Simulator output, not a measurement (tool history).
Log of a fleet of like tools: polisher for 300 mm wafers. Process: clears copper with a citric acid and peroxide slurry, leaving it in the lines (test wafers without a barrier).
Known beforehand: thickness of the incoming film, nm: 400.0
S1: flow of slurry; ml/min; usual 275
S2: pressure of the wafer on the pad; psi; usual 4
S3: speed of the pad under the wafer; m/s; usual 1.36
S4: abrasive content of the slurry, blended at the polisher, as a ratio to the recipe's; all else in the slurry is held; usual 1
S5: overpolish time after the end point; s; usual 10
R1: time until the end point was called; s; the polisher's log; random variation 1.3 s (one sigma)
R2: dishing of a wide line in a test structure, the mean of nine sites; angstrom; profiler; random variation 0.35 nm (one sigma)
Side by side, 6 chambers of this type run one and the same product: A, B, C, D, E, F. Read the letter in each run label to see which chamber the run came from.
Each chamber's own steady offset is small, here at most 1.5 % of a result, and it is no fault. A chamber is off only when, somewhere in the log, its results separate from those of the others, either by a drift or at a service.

| run | hour | S1 | S2 | S3 | S4 | S5 | R1 | R2 |
|---|---|---|---|---|---|---|---|---|
| 1C | 6.5 | 275 | 4 | 1.36 | 1 | 10 | 121.63 | 189.98 |
|  | 9.6 | chamber A: slurry blender recalibrated |
|  | 10.4 | chamber E: worn pad replaced by a new one |
| 2E | 13.7 | 275 | 4 | 1.36 | 1 | 10 | 119.16 | 193.06 |
| 3D | 19.8 | 275 | 4 | 1.36 | 1 | 10 | 119.93 | 196.8 |
|  | 25.9 | chamber A: worn pad replaced by a new one |
| 4A | 31.3 | 275 | 4 | 1.36 | 1 | 10 | 119.05 | 197.87 |
| 5F | 37.9 | 220 | 4.8 | 1.36 | 1 | 10 | 102.54 | 209.46 |
| 6B | 49.6 | 220 | 4.8 | 1.36 | 1 | 10 | 104.06 | 214.18 |
|  | 54.8 | chamber C: worn pad replaced by a new one |
| 7B | 55.6 | 220 | 4.8 | 1.36 | 1 | 10 | 104.05 | 209.5 |
| 8C | 66.8 | 220 | 4.8 | 1.36 | 1 | 10 | 102.24 | 216.76 |
|  | 69.5 | chamber F: worn pad replaced by a new one |
| 9F | 73 | 220 | 4.8 | 1.36 | 1 | 10 | 103.19 | 213.71 |
|  | 74 | chamber C: slurry blender recalibrated |
| 10E | 80.3 | 220 | 4.8 | 1.36 | 1 | 10 | 102.69 | 213.28 |
|  | 80.7 | chamber B: worn pad replaced by a new one |
| 11D | 90.5 | 275 | 4 | 1.36 | 1 | 10 | 118.79 | 190.02 |
|  | 91.2 | chamber B: slurry blender recalibrated |
| 12A | 101.9 | 275 | 4 | 1.36 | 1 | 10 | 121.78 | 189.69 |
|  | 102.5 | chamber D: slurry blender recalibrated |
| 13D | 113.3 | 275 | 4 | 1.68 | 0.85 | 10 | 100.12 | 221.3 |
|  | 119.4 | chamber A: head pressure recalibrated |
|  | 119.8 | chamber D: worn pad replaced by a new one |
| 14C | 120.2 | 275 | 4 | 1.68 | 0.85 | 10 | 100.41 | 216.21 |
| 15B | 126.9 | 275 | 4 | 1.68 | 0.85 | 10 | 98.766 | 219.39 |
| 16F | 135.8 | 275 | 4 | 1.68 | 0.85 | 10 | 102.39 | 217.48 |
| 17A | 146.2 | 275 | 4 | 1.68 | 0.85 | 10 | 113.58 | 196.64 |
| 18E | 158.4 | 275 | 4 | 1.68 | 0.85 | 10 | 98.796 | 217.96 |
|  | 159.7 | chamber C: worn pad replaced by a new one |
|  | 160.4 | chamber B: worn pad replaced by a new one |
|  | 163.4 | chamber E: worn pad replaced by a new one |
| 19E | 170.7 | 275 | 4 | 1.36 | 1 | 10 | 121.08 | 187.5 |
| 20D | 182.5 | 275 | 4 | 1.36 | 1 | 10 | 119.46 | 188.6 |
| 21C | 190.3 | 275 | 4.8 | 1.36 | 1 | 10 | 98.137 | 222.12 |
| 22A | 196 | 275 | 4.8 | 1.36 | 1 | 10 | 115.2 | 191.65 |
|  | 200.1 | chamber C: slurry blender recalibrated |
|  | 207.6 | chamber A: worn pad replaced by a new one |
| 23B | 208.5 | 275 | 4.8 | 1.36 | 1 | 10 | 101.99 | 218.01 |
|  | 210.3 | chamber C: slurry nozzle cleaned |
| 24F | 215.2 | 275 | 4.8 | 1.36 | 1 | 10 | 100.01 | 216.18 |
|  | 216.5 | chamber B: slurry nozzle cleaned |
| 25F | 227.4 | 275 | 4.8 | 1.36 | 1 | 10 | 100.52 | 214.63 |
|  | 233.3 | chamber F: worn pad replaced by a new one |
| 26E | 238.3 | 275 | 4.8 | 1.36 | 1 | 10 | 101.05 | 221.15 |
|  | 239.4 | chamber D: worn pad replaced by a new one |
|  | 245.2 | chamber C: worn pad replaced by a new one |
| 27C | 246.5 | 275 | 4 | 1.36 | 1 | 10 | 121.78 | 195.79 |
|  | 250.7 | chamber B: worn pad replaced by a new one |
|  | 251.8 | chamber E: head pressure recalibrated |
| 28A | 256.7 | 275 | 4 | 1.36 | 1 | 10 | 136.67 | 177.93 |
|  | 265.9 | chamber A: slurry blender recalibrated |
| 29D | 268.5 | 275 | 4 | 1.36 | 1 | 5 | 118.06 | 110.81 |
|  | 269.1 | chamber D: head pressure recalibrated |
| 30B | 274.6 | 275 | 4 | 1.36 | 1 | 5 | 120.56 | 112.25 |
| 31D | 284 | 275 | 4 | 1.36 | 1 | 5 | 119.49 | 109.42 |
| 32F | 290.7 | 275 | 4 | 1.36 | 1 | 5 | 119.91 | 111.16 |
|  | 299.5 | chamber A: slurry nozzle cleaned |
| 33B | 301.2 | 275 | 4 | 1.36 | 1 | 5 | 121.09 | 113.34 |
| 34E | 307.5 | 275 | 4 | 1.36 | 1 | 5 | 120.1 | 111.02 |
|  | 309.5 | chamber F: slurry blender recalibrated |
| 35A | 318.1 | 275 | 4 | 1.36 | 1 | 10 | 139.23 | 180.86 |
| 36C | 326.8 | 275 | 4 | 1.36 | 1 | 10 | 119.96 | 198.49 |
|  | 331.7 | chamber E: worn pad replaced by a new one |
|  | 335.1 | chamber E: slurry blender recalibrated |
|  | 335.9 | chamber C: worn pad replaced by a new one |
| 37C | 337.8 | 240 | 4 | 1.36 | 1 | 7 | 121.31 | 143.34 |
|  | 343.9 | chamber B: worn pad replaced by a new one |
| 38F | 347.5 | 240 | 4 | 1.36 | 1 | 7 | 122.62 | 140.41 |
| 39E | 356.8 | 240 | 4 | 1.36 | 1 | 7 | 122.58 | 146.47 |
| 40A | 362.8 | 240 | 4 | 1.36 | 1 | 7 | 139.73 | 127.94 |
| 41D | 370.1 | 240 | 4 | 1.36 | 1 | 7 | 121.83 | 143.31 |
| 42B | 377 | 240 | 4 | 1.36 | 1 | 7 | 123.31 | 146.72 |
| 43B | 382.7 | 275 | 4 | 1.36 | 1 | 10 | 121.98 | 190.97 |

Next, every chamber runs the same settings. What will each give?
| 44A | 391.5 | 275 | 4 | 1.36 | 1 | 10 | ? | ? |
| 44B | 391.5 | 275 | 4 | 1.36 | 1 | 10 | ? | ? |
| 44C | 391.5 | 275 | 4 | 1.36 | 1 | 10 | ? | ? |
| 44D | 391.5 | 275 | 4 | 1.36 | 1 | 10 | ? | ? |
| 44E | 391.5 | 275 | 4 | 1.36 | 1 | 10 | ? | ? |
| 44F | 391.5 | 275 | 4 | 1.36 | 1 | 10 | ? | ? |

| run | R1 | R2 |
|---|---|---|
| 44A | 137.7 | 175.27 |
| 44B | 122.7 | 197.41 |
| 44C | 120.93 | 196.59 |
| 44D | 117.24 | 192.76 |
| 44E | 121.24 | 190.61 |
| 44F | 120.2 | 195.04 |
